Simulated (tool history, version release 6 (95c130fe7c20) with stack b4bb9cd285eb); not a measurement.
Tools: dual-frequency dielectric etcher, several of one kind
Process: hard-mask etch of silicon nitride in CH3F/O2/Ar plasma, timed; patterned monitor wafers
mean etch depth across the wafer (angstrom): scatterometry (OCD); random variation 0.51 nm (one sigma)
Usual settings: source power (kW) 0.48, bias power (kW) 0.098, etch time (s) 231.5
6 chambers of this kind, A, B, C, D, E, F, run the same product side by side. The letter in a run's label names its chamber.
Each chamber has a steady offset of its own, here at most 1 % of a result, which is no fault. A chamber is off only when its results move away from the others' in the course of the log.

run   hour  source power (kW)  bias power (kW)  etch time (s)  hours since the last wet clean  hours since the last source power generator calibration  hours since the last bias power generator calibration  read-back reference wafer on the same gauge, depth_nm  mean etch depth across the wafer (angstrom)
 1C    9.1               0.48            0.098          231.5                           245.3                                                   1292.1                                                 1469.2                                                 180.98                                       1943.7
 2F     24               0.48            0.098          231.5                           306.1                                                     88.6                                                 3864.8                                                    181                                       1934.4
 3D   39.9               0.48            0.098          231.5                           379.6                                                   1925.9                                                 2561.6                                                    181                                       1908.2
 4B     53               0.48            0.098          231.5                           153.7                                                    892.2                                                 1051.7                                                 180.92                                       1936.6
      61.5  -- chamber A: wet clean of the chamber
 5A   62.6               0.48            0.098          231.5                             1.2                                                   4008.7                                                 3501.7                                                 180.99                                       1920.7
 6E   72.2               0.48            0.098          231.5                           362.8                                                   1129.2                                                 2348.7                                                 181.05                                       1944.1
 7A   88.4               0.48            0.098          231.5                              27                                                   4034.5                                                 3527.5                                                 181.11                                       1934.1
      93.6  -- chamber F: wet clean of the chamber
 8F   97.5               0.48            0.098          189.5                               4                                                    162.1                                                 3938.3                                                 180.96                                       1589.3
 9E  112.6               0.48            0.098          189.5                           403.2                                                   1169.6                                                 2389.1                                                 181.01                                       1588.1
10B  124.5               0.48            0.098          189.5                           225.2                                                    963.7                                                 1123.2                                                 181.04                                       1585.1
11D  135.6               0.48            0.098          189.5                           475.3                                                   2021.6                                                 2657.3                                                 181.03                                       1569.1
12C  143.1               0.48            0.098          189.5                           379.3                                                   1426.1                                                 1603.2                                                 180.95                                       1596.8
13D  156.1               0.48            0.098          189.5                           495.8                                                   2042.1                                                 2677.8                                                 181.09                                       1572.6
14E  171.6               0.48            0.098          231.5                           462.2                                                   1228.6                                                 2448.1                                                 180.99                                       1933.4
     178.2  -- chamber F: bias power generator calibrated
15B  182.7               0.48            0.098          231.5                           283.4                                                   1021.9                                                 1181.4                                                 180.96                                       1934.4
16C    195               0.48            0.098          231.5                           431.2                                                     1478                                                 1655.1                                                 180.97                                       1937.2
17F  203.4               0.48            0.098          231.5                           109.9                                                      268                                                   25.2                                                 180.97                                       1938.2
18A  216.8               0.48            0.098          231.5                           155.4                                                   4162.9                                                 3655.9                                                 181.03                                       1930.7
19C  226.8               0.48            0.098          231.5                             463                                                   1509.8                                                 1686.9                                                 181.04                                       1950.5
       239  -- chamber D: wet clean of the chamber
20D  239.6               0.48            0.098          231.5                             0.6                                                   2125.6                                                 2761.3                                                 181.07                                       1973.1
21F  250.8               0.48            0.098          231.5                           157.3                                                    315.4                                                   72.6                                                 181.13                                       1940.8
22B  260.8               0.48            0.076          231.5                           361.5                                                     1100                                                 1259.5                                                    181                                       1771.2
23A  269.5               0.48            0.076          231.5                           208.1                                                   4215.6                                                 3708.6                                                 181.11                                       1754.3
     276.2  -- chamber E: wet clean of the chamber
24E  284.8               0.48            0.076          231.5                             8.7                                                   1341.8                                                 2561.3                                                 180.94                                       1773.8
25B  293.7               0.48            0.076          231.5                           394.4                                                   1132.9                                                 1292.4                                                 180.94                                         1772
26D  307.7               0.48            0.076          231.5                            68.7                                                   2193.7                                                 2829.4                                                 181.04                                       1799.2
     312.2  -- chamber A: source power generator calibrated
27E  315.2               0.48            0.076          231.5                            39.1                                                   1372.2                                                 2591.7                                                 180.97                                       1766.2
28F    324               0.48            0.098          175.5                           230.5                                                    388.6                                                  145.8                                                 180.99                                       1471.7
29C  333.4               0.48            0.098          175.5                           569.6                                                   1616.4                                                 1793.5                                                 180.94                                       1482.6
     334.2  -- chamber D: bias power generator calibrated
30A  341.9               0.48            0.098          175.5                           280.5                                                     29.8                                                   3781                                                  181.1                                       1452.9
31B  357.3               0.48            0.098          175.5                             458                                                   1196.5                                                   1356                                                 181.05                                       1469.5
32A  372.3               0.48            0.098          175.5                           310.9                                                     60.2                                                 3811.4                                                 180.98                                       1460.9
33F  380.1               0.48            0.098          175.5                           286.6                                                    444.7                                                  201.9                                                 181.04                                       1469.9
34C  388.7               0.48            0.098          231.5                           624.9                                                   1671.7                                                 1848.8                                                 180.94                                       1940.4
35D  401.5               0.59            0.109          231.5                           162.5                                                   2287.5                                                   67.3                                                    181                                       2204.6
36E  411.6               0.59            0.109          231.5                           135.5                                                   1468.6                                                 2688.1                                                 181.02                                       2169.2
37D    427               0.59            0.109          231.5                             188                                                     2313                                                   92.8                                                 180.91                                       2206.4
38E  437.3               0.59            0.109          231.5                           161.2                                                   1494.3                                                 2713.8                                                 181.03                                       2158.3
39A  445.5               0.59            0.109          231.5                           384.1                                                    133.4                                                 3884.6                                                 180.93                                       2159.1
40B  454.3               0.59            0.109          231.5                             555                                                   1293.5                                                   1453                                                 181.09                                       2168.9
41F  465.8               0.43            0.098            164                           372.3                                                    530.4                                                  287.6                                                  180.9                                       1317.3

All 6 chambers run these settings next. Forecast each chamber's results:
42A  477.8               0.36            0.098          231.5                                                                                                                                                                                                                                                   ?
42B  477.8               0.36            0.098          231.5                                                                                                                                                                                                                                                   ?
42C  477.8               0.36            0.098          231.5                                                                                                                                                                                                                                                   ?
42D  477.8               0.36            0.098          231.5                                                                                                                                                                                                                                                   ?
42E  477.8               0.36            0.098          231.5                                                                                                                                                                                                                                                   ?
42F  477.8               0.36            0.098          231.5                                                                                                                                                                                                                                                   ?

run  mean etch depth across the wafer (angstrom)
42A                                       1725.5
42B                                       1743.2
42C                                       1755.7
42D                                       1758.3
42E                                       1747.3
42F                                       1748.7

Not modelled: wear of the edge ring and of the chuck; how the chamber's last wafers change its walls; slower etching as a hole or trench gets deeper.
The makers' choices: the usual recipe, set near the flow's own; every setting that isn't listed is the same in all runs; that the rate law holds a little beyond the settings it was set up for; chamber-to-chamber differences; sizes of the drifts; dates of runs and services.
